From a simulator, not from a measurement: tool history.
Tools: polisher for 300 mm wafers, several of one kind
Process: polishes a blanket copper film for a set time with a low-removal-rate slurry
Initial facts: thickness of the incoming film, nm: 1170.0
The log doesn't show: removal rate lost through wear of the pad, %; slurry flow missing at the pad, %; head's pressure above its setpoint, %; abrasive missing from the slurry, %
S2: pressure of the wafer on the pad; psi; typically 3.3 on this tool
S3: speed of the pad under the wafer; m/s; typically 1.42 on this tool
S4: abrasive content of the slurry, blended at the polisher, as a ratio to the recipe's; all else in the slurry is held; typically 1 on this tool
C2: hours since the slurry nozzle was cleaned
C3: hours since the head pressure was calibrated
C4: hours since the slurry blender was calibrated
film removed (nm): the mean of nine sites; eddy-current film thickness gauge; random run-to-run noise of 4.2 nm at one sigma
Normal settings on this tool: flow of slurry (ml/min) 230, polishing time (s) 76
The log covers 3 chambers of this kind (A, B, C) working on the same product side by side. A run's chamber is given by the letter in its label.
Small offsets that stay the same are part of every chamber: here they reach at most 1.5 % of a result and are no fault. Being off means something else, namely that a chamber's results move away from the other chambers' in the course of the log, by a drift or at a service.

run 1B day=0.45 | flow_of_slurry_(ml/min)=230 S2=3.3 S3=1.42 S4=1 polishing_time_(s)=76 | wafers_polished_on_this_pad=865 C2=87.7 C3=901.7 C4=254.9 | film_removed_(nm)=344.68
-- day=0.708 chamber B: worn pad replaced by a new one
-- day=0.888 chamber A: worn pad replaced by a new one
run 2A day=0.917 | flow_of_slurry_(ml/min)=230 S2=3.3 S3=1.42 S4=1 polishing_time_(s)=76 | wafers_polished_on_this_pad=5 C2=424.2 C3=658.5 C4=362.2 | film_removed_(nm)=352.19
run 3C day=1.25 | flow_of_slurry_(ml/min)=230 S2=3.3 S3=1.42 S4=1 polishing_time_(s)=76 | wafers_polished_on_this_pad=512 C2=74.3 C3=533.6 C4=59.6 | film_removed_(nm)=356.21
run 4C day=1.821 | flow_of_slurry_(ml/min)=230 S2=3.3 S3=1.42 S4=1 polishing_time_(s)=76 | wafers_polished_on_this_pad=608 C2=88 C3=547.3 C4=73.3 | film_removed_(nm)=347.96
run 5B day=2.121 | flow_of_slurry_(ml/min)=230 S2=3.3 S3=1.42 S4=1 polishing_time_(s)=76 | wafers_polished_on_this_pad=239 C2=127.8 C3=941.8 C4=295 | film_removed_(nm)=347.35
run 6A day=2.417 | flow_of_slurry_(ml/min)=230 S2=3.3 S3=1.42 S4=1 polishing_time_(s)=76 | wafers_polished_on_this_pad=258 C2=460.2 C3=694.5 C4=398.2 | film_removed_(nm)=355.58
run 7B day=2.75 | flow_of_slurry_(ml/min)=230 S2=3.3 S3=1.42 S4=1 polishing_time_(s)=76 | wafers_polished_on_this_pad=345 C2=142.9 C3=956.9 C4=310.1 | film_removed_(nm)=341.8
run 8A day=3.071 | flow_of_slurry_(ml/min)=230 S2=3.3 S3=1.42 S4=1 polishing_time_(s)=54 | wafers_polished_on_this_pad=368 C2=475.9 C3=710.2 C4=413.9 | film_removed_(nm)=251.26
-- day=3.179 chamber A: slurry blender recalibrated
run 9C day=3.596 | flow_of_slurry_(ml/min)=230 S2=3.3 S3=1.42 S4=1 polishing_time_(s)=54 | wafers_polished_on_this_pad=908 C2=130.6 C3=589.9 C4=115.9 | film_removed_(nm)=248.52
run 10C day=4.162 | flow_of_slurry_(ml/min)=230 S2=3.3 S3=1.42 S4=1 polishing_time_(s)=54 | wafers_polished_on_this_pad=1004 C2=144.2 C3=603.5 C4=129.5 | film_removed_(nm)=243.73
-- day=4.3 chamber B: head pressure recalibrated
run 11B day=4.667 | flow_of_slurry_(ml/min)=230 S2=3.3 S3=1.42 S4=1 polishing_time_(s)=76 | wafers_polished_on_this_pad=669 C2=188.9 C3=8.9 C4=356.1 | film_removed_(nm)=344.03
-- day=4.867 chamber A: worn pad replaced by a new one
run 12A day=5.104 | flow_of_slurry_(ml/min)=230 S2=3.3 S3=1.42 S4=1 polishing_time_(s)=76 | wafers_polished_on_this_pad=40 C2=524.7 C3=759 C4=46.2 | film_removed_(nm)=358.02
run 13B day=5.421 | flow_of_slurry_(ml/min)=230 S2=3.3 S3=1.42 S4=1 polishing_time_(s)=76 | wafers_polished_on_this_pad=796 C2=207 C3=27 C4=374.2 | film_removed_(nm)=344.86
-- day=5.483 chamber B: worn pad replaced by a new one
run 14A day=5.854 | flow_of_slurry_(ml/min)=230 S2=3.3 S3=1.42 S4=1 polishing_time_(s)=76 | wafers_polished_on_this_pad=167 C2=542.7 C3=777 C4=64.2 | film_removed_(nm)=354.6
run 15C day=6.254 | flow_of_slurry_(ml/min)=230 S2=3.3 S3=1.42 S4=1 polishing_time_(s)=76 | wafers_polished_on_this_pad=1357 C2=194.4 C3=653.7 C4=179.7 | film_removed_(nm)=351.8
run 16C day=6.821 | flow_of_slurry_(ml/min)=230 S2=3.3 S3=1.42 S4=1 polishing_time_(s)=76 | wafers_polished_on_this_pad=1452 C2=208 C3=667.3 C4=193.3 | film_removed_(nm)=347.05
run 17B day=7.325 | flow_of_slurry_(ml/min)=230 S2=3.3 S3=1.42 S4=1 polishing_time_(s)=76 | wafers_polished_on_this_pad=311 C2=252.7 C3=72.7 C4=419.9 | film_removed_(nm)=345.87
run 18A day=7.792 | flow_of_slurry_(ml/min)=230 S2=3.3 S3=1.42 S4=0.7 polishing_time_(s)=76 | wafers_polished_on_this_pad=494 C2=589.2 C3=823.5 C4=110.7 | film_removed_(nm)=322.97
-- day=7.929 chamber B: slurry blender recalibrated
run 19B day=8.112 | flow_of_slurry_(ml/min)=230 S2=3.3 S3=1.42 S4=0.7 polishing_time_(s)=76 | wafers_polished_on_this_pad=444 C2=271.6 C3=91.6 C4=4.4 | film_removed_(nm)=324.85
-- day=8.471 chamber A: worn pad replaced by a new one
run 20A day=8.512 | flow_of_slurry_(ml/min)=230 S2=3.3 S3=1.42 S4=0.7 polishing_time_(s)=76 | wafers_polished_on_this_pad=7 C2=606.5 C3=840.8 C4=128 | film_removed_(nm)=326.61
run 21C day=8.938 | flow_of_slurry_(ml/min)=230 S2=3.3 S3=1.42 S4=1 polishing_time_(s)=76 | wafers_polished_on_this_pad=1810 C2=258.8 C3=718.1 C4=244.1 | film_removed_(nm)=345.33
run 22B day=9.546 | flow_of_slurry_(ml/min)=230 S2=3.3 S3=1.42 S4=1 polishing_time_(s)=76 | wafers_polished_on_this_pad=686 C2=306 C3=126 C4=38.8 | film_removed_(nm)=343.92
run 23C day=9.967 | flow_of_slurry_(ml/min)=230 S2=3.3 S3=1.42 S4=1 polishing_time_(s)=76 | wafers_polished_on_this_pad=1984 C2=283.5 C3=742.8 C4=268.8 | film_removed_(nm)=344.66
run 24A day=10.262 | flow_of_slurry_(ml/min)=230 S2=3.3 S3=1.42 S4=1 polishing_time_(s)=76 | wafers_polished_on_this_pad=303 C2=648.5 C3=882.8 C4=170 | film_removed_(nm)=348.41
-- day=10.65 chamber B: worn pad replaced by a new one
run 25A day=10.758 | flow_of_slurry_(ml/min)=230 S2=3.3 S3=1.42 S4=1 polishing_time_(s)=76 | wafers_polished_on_this_pad=386 C2=660.4 C3=894.7 C4=181.9 | film_removed_(nm)=348.99
run 26C day=11.121 | flow_of_slurry_(ml/min)=230 S2=3.3 S3=1.42 S4=1 polishing_time_(s)=76 | wafers_polished_on_this_pad=2179 C2=311.2 C3=770.5 C4=296.5 | film_removed_(nm)=332.91
-- day=11.492 chamber A: slurry nozzle cleaned
run 27B day=11.6 | flow_of_slurry_(ml/min)=230 S2=3.3 S3=1.6 S4=1 polishing_time_(s)=76 | wafers_polished_on_this_pad=160 C2=355.3 C3=175.3 C4=88.1 | film_removed_(nm)=388.21
run 28B day=11.896 | flow_of_slurry_(ml/min)=230 S2=3.3 S3=1.6 S4=1 polishing_time_(s)=76 | wafers_polished_on_this_pad=210 C2=362.4 C3=182.4 C4=95.2 | film_removed_(nm)=389.97
run 29A day=12.442 | flow_of_slurry_(ml/min)=230 S2=3.3 S3=1.6 S4=1 polishing_time_(s)=76 | wafers_polished_on_this_pad=671 C2=22.8 C3=935.1 C4=222.3 | film_removed_(nm)=391.11
run 30C day=12.775 | flow_of_slurry_(ml/min)=230 S2=3.3 S3=1.42 S4=1 polishing_time_(s)=76 | wafers_polished_on_this_pad=2458 C2=350.9 C3=810.2 C4=336.2 | film_removed_(nm)=336.03
-- day=12.883 chamber A: worn pad replaced by a new one
run 31A day=13.188 | flow_of_slurry_(ml/min)=230 S2=3.3 S3=1.42 S4=1 polishing_time_(s)=76 | wafers_polished_on_this_pad=51 C2=40.7 C3=953 C4=240.2 | film_removed_(nm)=352.28
run 32B day=13.554 | flow_of_slurry_(ml/min)=230 S2=3.3 S3=1.6 S4=1 polishing_time_(s)=90 | wafers_polished_on_this_pad=490 C2=402.2 C3=222.2 C4=135 | film_removed_(nm)=468.28
-- day=13.738 chamber C: slurry blender recalibrated
run 33C day=13.925 | flow_of_slurry_(ml/min)=230 S2=3.3 S3=1.6 S4=1 polishing_time_(s)=90 | wafers_polished_on_this_pad=2652 C2=378.5 C3=837.8 C4=4.6 | film_removed_(nm)=457.36
-- day=14.129 chamber A: head pressure recalibrated
run 34B day=14.238 | flow_of_slurry_(ml/min)=230 S2=3.3 S3=1.6 S4=1 polishing_time_(s)=90 | wafers_polished_on_this_pad=605 C2=418.6 C3=238.6 C4=151.4 | film_removed_(nm)=462.44
run 35A day=14.529 | flow_of_slurry_(ml/min)=230 S2=3.3 S3=1.42 S4=1 polishing_time_(s)=76 | wafers_polished_on_this_pad=278 C2=72.9 C3=9.7 C4=272.4 | film_removed_(nm)=350.87
run 36C day=14.904 | flow_of_slurry_(ml/min)=230 S2=3.3 S3=1.42 S4=1 polishing_time_(s)=76 | wafers_polished_on_this_pad=2817 C2=402 C3=861.3 C4=28.1 | film_removed_(nm)=339.33
run 37C day=15.342 | flow_of_slurry_(ml/min)=230 S2=3.3 S3=1.42 S4=1 polishing_time_(s)=76 | wafers_polished_on_this_pad=2891 C2=412.5 C3=871.8 C4=38.6 | film_removed_(nm)=328.82
run 38A day=15.658 | flow_of_slurry_(ml/min)=175 S2=3.3 S3=1.6 S4=1 polishing_time_(s)=76 | wafers_polished_on_this_pad=469 C2=100 C3=36.8 C4=299.5 | film_removed_(nm)=389.7
-- day=15.908 chamber B: worn pad replaced by a new one
run 39B day=15.954 | flow_of_slurry_(ml/min)=175 S2=3.3 S3=1.6 S4=1 polishing_time_(s)=76 | wafers_polished_on_this_pad=8 C2=459.8 C3=279.8 C4=192.6 | film_removed_(nm)=383.29
run 40B day=16.417 | flow_of_slurry_(ml/min)=175 S2=3.3 S3=1.6 S4=1 polishing_time_(s)=76 | wafers_polished_on_this_pad=86 C2=470.9 C3=290.9 C4=203.7 | film_removed_(nm)=381.11
-- day=16.692 chamber A: worn pad replaced by a new one
run 41A day=16.954 | flow_of_slurry_(ml/min)=230 S2=3.3 S3=1.42 S4=1 polishing_time_(s)=76 | wafers_polished_on_this_pad=44 C2=131.1 C3=67.9 C4=330.6 | film_removed_(nm)=346.6

What goes on in this fleet: one chamber off, a drifting gauge, or nothing beyond the chambers' own small offsets? Name the chamber and the cause, if any.

One chamber, C, drifts off from the rest bit by bit.
Cause: removal rate lost through wear of the pad, % = 6.32.
From this log alone, it may not be told apart from: slurry flow missing at the pad, %; head's pressure below its setpoint, %.

Here are 4 candidates for chamber C's next run, each the usual settings with a change, their results left as question marks. Which one brings its results back in line with what the others give on the usual settings?
Counts as in line when no further than this from what the other chambers average on the usual settings: film removed (nm) 15
run 42C-1 day=17.396 | flow_of_slurry_(ml/min)=230 S2=3.1 S3=1.42 S4=1 polishing_time_(s)=76 | film_removed_(nm)=?
run 42C-2 day=17.396 | flow_of_slurry_(ml/min)=230 S2=3.5 S3=1.42 S4=1 polishing_time_(s)=76 | film_removed_(nm)=?
run 42C-3 day=17.396 | flow_of_slurry_(ml/min)=230 S2=3.3 S3=1.62 S4=1 polishing_time_(s)=76 | film_removed_(nm)=?
run 42C-4 day=17.396 | flow_of_slurry_(ml/min)=230 S2=2.9 S3=1.42 S4=1 polishing_time_(s)=76 | film_removed_(nm)=?

Usual-settings mean across the other chambers: film removed (nm) 351.27
run=42C-1 film_removed_(nm)=305.59
run=42C-2 film_removed_(nm)=345.58
run=42C-3 film_removed_(nm)=371.73
run=42C-4 film_removed_(nm)=285.59
Change 42C-2 lands the chamber within the allowed miss of the other chambers.
